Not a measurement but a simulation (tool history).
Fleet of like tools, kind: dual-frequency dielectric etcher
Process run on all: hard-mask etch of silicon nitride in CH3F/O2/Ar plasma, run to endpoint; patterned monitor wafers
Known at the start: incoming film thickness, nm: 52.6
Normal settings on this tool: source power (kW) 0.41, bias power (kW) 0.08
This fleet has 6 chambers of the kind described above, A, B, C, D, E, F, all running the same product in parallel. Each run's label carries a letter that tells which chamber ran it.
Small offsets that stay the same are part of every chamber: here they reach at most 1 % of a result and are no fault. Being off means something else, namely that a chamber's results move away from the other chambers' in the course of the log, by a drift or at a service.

Run 1B, day 0.2: usual settings. Result: endpoint time (s) 72.117.
Run 2F, day 0.412: usual settings. Result: endpoint time (s) 73.244.
At day 0.542: chamber E: wet clean of the chamber.
Run 3A, day 0.554: usual settings. Result: endpoint time (s) 72.784.
Run 4D, day 0.692: usual settings. Result: endpoint time (s) 71.816.
Run 5C, day 0.804: usual settings but source power (kW) 0.32, bias power (kW) 0.097. Result: endpoint time (s) 73.837.
Run 6E, day 0.933: usual settings but source power (kW) 0.32, bias power (kW) 0.097. Result: endpoint time (s) 74.488.
Run 7A, day 1.067: usual settings but source power (kW) 0.32, bias power (kW) 0.097. Result: endpoint time (s) 74.062.
Run 8B, day 1.271: usual settings but source power (kW) 0.32, bias power (kW) 0.097. Result: endpoint time (s) 74.094.
Run 9D, day 1.483: usual settings but source power (kW) 0.32, bias power (kW) 0.097. Result: endpoint time (s) 73.224.
Run 10F, day 1.617: usual settings but source power (kW) 0.32, bias power (kW) 0.097. Result: endpoint time (s) 75.476.
Run 11C, day 1.738: usual settings. Result: endpoint time (s) 72.803.
At day 1.9: chamber F: wet clean of the chamber.
At day 1.958: chamber D: wet clean of the chamber.
Run 12E, day 1.962: usual settings. Result: endpoint time (s) 72.272.
Run 13C, day 2.083: usual settings. Result: endpoint time (s) 72.217.
Run 14E, day 2.304: usual settings. Result: endpoint time (s) 73.665.
Run 15D, day 2.479: usual settings. Result: endpoint time (s) 72.501.
Run 16B, day 2.625: usual settings but source power (kW) 0.44, bias power (kW) 0.092. Result: endpoint time (s) 67.261.
Run 17A, day 2.842: usual settings but source power (kW) 0.44, bias power (kW) 0.092. Result: endpoint time (s) 66.907.
Run 18F, day 2.95: usual settings but source power (kW) 0.44, bias power (kW) 0.092. Result: endpoint time (s) 67.837.
Run 19F, day 3.158: usual settings but source power (kW) 0.44, bias power (kW) 0.092. Result: endpoint time (s) 67.263.
Run 20D, day 3.388: usual settings but source power (kW) 0.44, bias power (kW) 0.092. Result: endpoint time (s) 66.885.
At day 3.5: chamber A: bias power generator calibrated.
Run 21E, day 3.558: usual settings but source power (kW) 0.44, bias power (kW) 0.092. Result: endpoint time (s) 67.568.
Run 22A, day 3.779: usual settings but bias power (kW) 0.07. Result: endpoint time (s) 75.869.
Run 23B, day 3.938: usual settings but bias power (kW) 0.07. Result: endpoint time (s) 75.744.
Run 24C, day 4.05: usual settings but bias power (kW) 0.07. Result: endpoint time (s) 75.239.
Run 25A, day 4.2: usual settings but bias power (kW) 0.07. Result: endpoint time (s) 75.741.
Run 26D, day 4.329: usual settings but bias power (kW) 0.07. Result: endpoint time (s) 75.21.
Run 27E, day 4.521: usual settings but bias power (kW) 0.07. Result: endpoint time (s) 76.587.
Run 28F, day 4.729: usual settings. Result: endpoint time (s) 73.321.
Run 29C, day 4.867: usual settings. Result: endpoint time (s) 72.271.
Run 30B, day 5.1: usual settings. Result: endpoint time (s) 72.198.
Run 31D, day 5.229: usual settings but source power (kW) 0.46, bias power (kW) 0.089. Result: endpoint time (s) 65.926.
Run 32E, day 5.379: usual settings but source power (kW) 0.46, bias power (kW) 0.089. Result: endpoint time (s) 67.573.
Run 33F, day 5.488: usual settings but source power (kW) 0.46, bias power (kW) 0.089. Result: endpoint time (s) 67.551.
Run 34C, day 5.675: usual settings but source power (kW) 0.46, bias power (kW) 0.089. Result: endpoint time (s) 66.947.
Run 35B, day 5.85: usual settings but source power (kW) 0.46, bias power (kW) 0.089. Result: endpoint time (s) 66.683.
Run 36A, day 5.967: usual settings but source power (kW) 0.46, bias power (kW) 0.089. Result: endpoint time (s) 66.849.
Run 37C, day 6.133: usual settings. Result: endpoint time (s) 73.145.
Run 38A, day 6.258: usual settings. Result: endpoint time (s) 72.185.
Run 39F, day 6.467: usual settings. Result: endpoint time (s) 72.92.
Run 40D, day 6.633: usual settings. Result: endpoint time (s) 72.14.
Run 41E, day 6.767: usual settings. Result: endpoint time (s) 72.276.

Which is it: a chamber that has drifted or been left off by a service, a gauge drift common to all chambers, or only each chamber's usual small offset? If a chamber is off, name it and its likeliest cause.

Neither any chamber nor the gauge drifts; the chambers differ only by their own small, steady offsets.
